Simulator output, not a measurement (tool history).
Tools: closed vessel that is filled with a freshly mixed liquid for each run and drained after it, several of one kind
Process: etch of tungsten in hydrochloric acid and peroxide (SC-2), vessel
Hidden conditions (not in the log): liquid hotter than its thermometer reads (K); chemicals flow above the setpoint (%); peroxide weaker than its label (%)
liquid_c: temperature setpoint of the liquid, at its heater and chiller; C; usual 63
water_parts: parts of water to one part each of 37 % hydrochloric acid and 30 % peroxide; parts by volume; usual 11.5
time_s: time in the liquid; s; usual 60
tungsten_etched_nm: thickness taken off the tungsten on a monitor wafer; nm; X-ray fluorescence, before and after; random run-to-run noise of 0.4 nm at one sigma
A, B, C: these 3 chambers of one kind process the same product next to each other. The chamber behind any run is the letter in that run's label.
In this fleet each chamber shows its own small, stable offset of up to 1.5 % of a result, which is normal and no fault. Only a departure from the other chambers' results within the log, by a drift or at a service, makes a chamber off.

run    day  liquid_c  water_parts  time_s  hours since the thermometer was replaced  hours since the chemicals flow meter was replaced  hours since the drum of peroxide was connected  read-back film thickness of the tungsten reference wafer, read on the same gauge (nm)  tungsten_etched_nm
 1C    0.1        63         11.5      60                                    2486.1                                             1269.4                                           180.7                                                                                 69.996              44.032
 2A  0.262        63         11.5      60                                     188.9                                               1512                                           236.7                                                                                 70.019              44.102
 3B  0.396        63         11.5      60                                    2198.8                                               35.6                                           923.2                                                                                 69.994              43.965
 4B  0.546        63         11.5      60                                    2202.4                                               39.2                                           926.8                                                                                 69.994               44.01
 5A  0.708        63         11.5      60                                     199.6                                             1522.7                                           247.4                                                                                 69.999              44.563
 6C  0.817        63         11.5      60                                    2503.3                                             1286.6                                           197.9                                                                                 70.015              45.305
 7C  0.967        63         11.5      60                                    2506.9                                             1290.2                                           201.5                                                                                 70.002              44.228
 8B  1.088        63         11.5      60                                    2215.4                                               52.2                                           939.8                                                                                 69.981              43.372
 9A  1.183        63         11.5      60                                       211                                             1534.1                                           258.8                                                                                 70.004              44.103
10B  1.346        63          9.5      80                                    2221.6                                               58.4                                             946                                                                                 70.002              68.186
11C  1.471        63          9.5      80                                      2519                                             1302.3                                           213.6                                                                                 69.996              68.475
12A  1.596        63          9.5      80                                     220.9                                               1544                                           268.7                                                                                  70.01              69.787
13A  1.721        63         11.5      60                                     223.9                                               1547                                           271.7                                                                                 69.994              44.962
     1.838  -- chamber C: thermometer replaced
14C  1.854      53.5         11.5      75                                       0.5                                             1311.5                                           222.8                                                                                 69.997              30.279
15B      2      53.5         11.5      75                                    2237.3                                               74.1                                           961.7                                                                                 70.008              30.017
16B  2.121      53.5         11.5      75                                    2240.2                                                 77                                           964.6                                                                                 70.012              30.134
17A  2.267        63         11.5      60                                       237                                             1560.1                                           284.8                                                                                 70.002              45.231
18C   2.35        63         11.5      60                                      12.4                                             1323.4                                           234.7                                                                                 69.992               43.48
19C  2.475        63         11.5      60                                      15.4                                             1326.4                                           237.7                                                                                 70.011              43.614
20A  2.617        63         11.5      60                                     245.4                                             1568.5                                           293.2                                                                                 70.009              44.614
     2.758  -- chamber B: thermometer replaced
21B  2.808        63         16.5      40                                       1.2                                               93.5                                           981.1                                                                                 69.988              21.112
22C  2.892        63         16.5      40                                      25.4                                             1336.4                                           247.7                                                                                     70              20.767
23B  2.992        63         16.5      40                                       5.6                                               97.9                                           985.5                                                                                 70.003              21.512
24A  3.108        63         11.5      60                                     257.2                                             1580.3                                             305                                                                                 70.003               43.99
25B  3.254        63          7.5      60                                      11.9                                              104.2                                           991.8                                                                                 69.993              61.618
26A  3.404        63          7.5      60                                     264.3                                             1587.4                                           312.1                                                                                 69.991              62.729
27C  3.554        63          7.5      60                                      41.3                                             1352.3                                           263.6                                                                                 70.007              60.079
28A  3.725        63         11.5      60                                       272                                             1595.1                                           319.8                                                                                 69.993               44.73
29B  3.908        63         11.5      60                                      27.6                                              119.9                                          1007.5                                                                                 70.016              43.909
30C  3.992        63         11.5      60                                      51.8                                             1362.8                                           274.1                                                                                 69.997              42.123
31B  4.104        63         11.5      60                                      32.3                                              124.6                                          1012.2                                                                                 70.008              43.512
32A  4.196        63         11.5      60                                     283.3                                             1606.4                                           331.1                                                                                 69.996                44.8
33C  4.342        63         11.5      60                                      60.2                                             1371.2                                           282.5                                                                                 69.994               41.38
34B  4.492        63         11.5      60                                      41.6                                              133.9                                          1021.5                                                                                 69.996              42.708
35A  4.671        63         11.5      60                                     294.7                                             1617.8                                           342.5                                                                                 69.997              44.069
36C  4.771        63         11.5      60                                      70.5                                             1381.5                                           292.8                                                                                  70.02              41.392
37A  4.875        63         11.5      60                                     299.6                                             1622.7                                           347.4                                                                                 69.976              45.477
38B  5.029        63         11.5      60                                      54.5                                              146.8                                          1034.4                                                                                 69.987              43.581
39C  5.142        63         11.5      60                                      79.4                                             1390.4                                           301.7                                                                                 70.012              41.088
40B  5.233        57         15.5      60                                      59.4                                              151.7                                          1039.3                                                                                 69.987              23.142
41C    5.4        57         15.5      60                                      85.6                                             1396.6                                           307.9                                                                                 70.014               21.83
42A   5.55        57         15.5      60                                     315.8                                             1638.9                                           363.6                                                                                 69.992              23.452

The same settings go to every chamber for the next run, one line per chamber below. Forecast the results for each:
43A  5.688        63         11.5      60                                                                                                                                                                                                                                                       ?
43B  5.688        63         11.5      60                                                                                                                                                                                                                                                       ?
43C  5.688        63         11.5      60                                                                                                                                                                                                                                                       ?

run  tungsten_etched_nm
43A              44.493
43B              44.188
43C              41.469
